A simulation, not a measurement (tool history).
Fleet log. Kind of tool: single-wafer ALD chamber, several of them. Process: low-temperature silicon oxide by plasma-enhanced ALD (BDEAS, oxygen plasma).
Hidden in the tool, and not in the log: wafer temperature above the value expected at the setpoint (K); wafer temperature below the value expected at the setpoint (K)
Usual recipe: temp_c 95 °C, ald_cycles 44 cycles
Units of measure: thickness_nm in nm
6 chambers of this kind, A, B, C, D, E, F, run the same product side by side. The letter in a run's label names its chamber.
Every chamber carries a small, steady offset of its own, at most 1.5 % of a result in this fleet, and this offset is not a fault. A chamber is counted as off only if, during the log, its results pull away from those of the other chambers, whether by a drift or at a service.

run	hour	temp_c	ald_cycles	hours since the last thermocouple change	read-back reference wafer on the same gauge, thickness_nm	thickness_nm
1B	3.3	95	44	1269.1	5.5891	6.3387
2D	9.8	95	44	2145.4	5.5890	6.4185
3A	14.5	95	44	2245.9	5.5872	6.3607
4C	17.9	95	44	1030.1	5.5925	6.3551
5F	23.8	95	44	590.4	5.5902	6.3930
6E	29.8	95	44	1035.7	5.5892	6.3355
7B	32.9	95	44	1298.7	5.5874	6.3784
8F	36.5	95	44	603.1	5.5919	6.3738
9E	42.2	95	52	1048.1	5.5908	7.5072
10C	46.6	95	52	1058.8	5.5878	7.5635
11A	52.4	95	52	2283.8	5.5874	7.5203
12D	55.5	95	52	2191.1	5.5901	7.6351
13C	59.5	95	52	1071.7	5.5865	7.5455
14A	63.3	95	52	2294.7	5.5886	7.5265
15B	66.7	95	41	1332.5	5.5902	5.9514
16F	71.1	95	41	637.7	5.5919	5.9641
17E	76.7	95	41	1082.6	5.5888	5.8779
18D	82.7	95	41	2218.3	5.5870	6.0029
19B	88.4	95	41	1354.2	5.5917	5.9544
20D	92.5	95	41	2228.1	5.5931	5.9943
21E	99.2	88	38	1105.1	5.5900	5.5758
22A	105.4	88	38	2336.8	5.5919	5.6330
23F	109.3	88	38	675.9	5.5918	5.6592
24C	116.2	88	38	1128.4	5.5924	5.6457
25A	123.1	88	38	2354.5	5.5891	5.6229
26F	128.4	88	38	695.0	5.5881	5.6492
# hour 129.5: chamber B: thermocouple changed; heater temperature recalibrated
27C	133.8	95	44	1146.0	5.5899	6.3882
28B	137.6	95	44	8.2	5.5912	6.3671
29D	142.2	95	44	2277.8	5.5906	6.4329
30E	146.1	95	44	1152.0	5.5927	6.3247
31A	149.2	95	44	2380.6	5.5899	6.3876
32F	152.5	95	44	719.1	5.5882	6.3789
33C	156.8	95	44	1169.0	5.5924	6.3559
34B	159.8	95	44	30.4	5.5916	6.3718
35D	165.9	95	44	2301.5	5.5920	6.4031
36E	170.3	109	39	1176.2	5.5903	5.4301
37E	174.3	109	39	1180.2	5.5894	5.4064

The same settings go to every chamber for the next run, one line per chamber below. Forecast the results for each:
38A	179.3	95	44			?
38B	179.3	95	44			?
38C	179.3	95	44			?
38D	179.3	95	44			?
38E	179.3	95	44			?
38F	179.3	95	44			?

run	thickness_nm
38A	6.3673
38B	6.3542
38C	6.3780
38D	6.4592
38E	6.3343
38F	6.3748

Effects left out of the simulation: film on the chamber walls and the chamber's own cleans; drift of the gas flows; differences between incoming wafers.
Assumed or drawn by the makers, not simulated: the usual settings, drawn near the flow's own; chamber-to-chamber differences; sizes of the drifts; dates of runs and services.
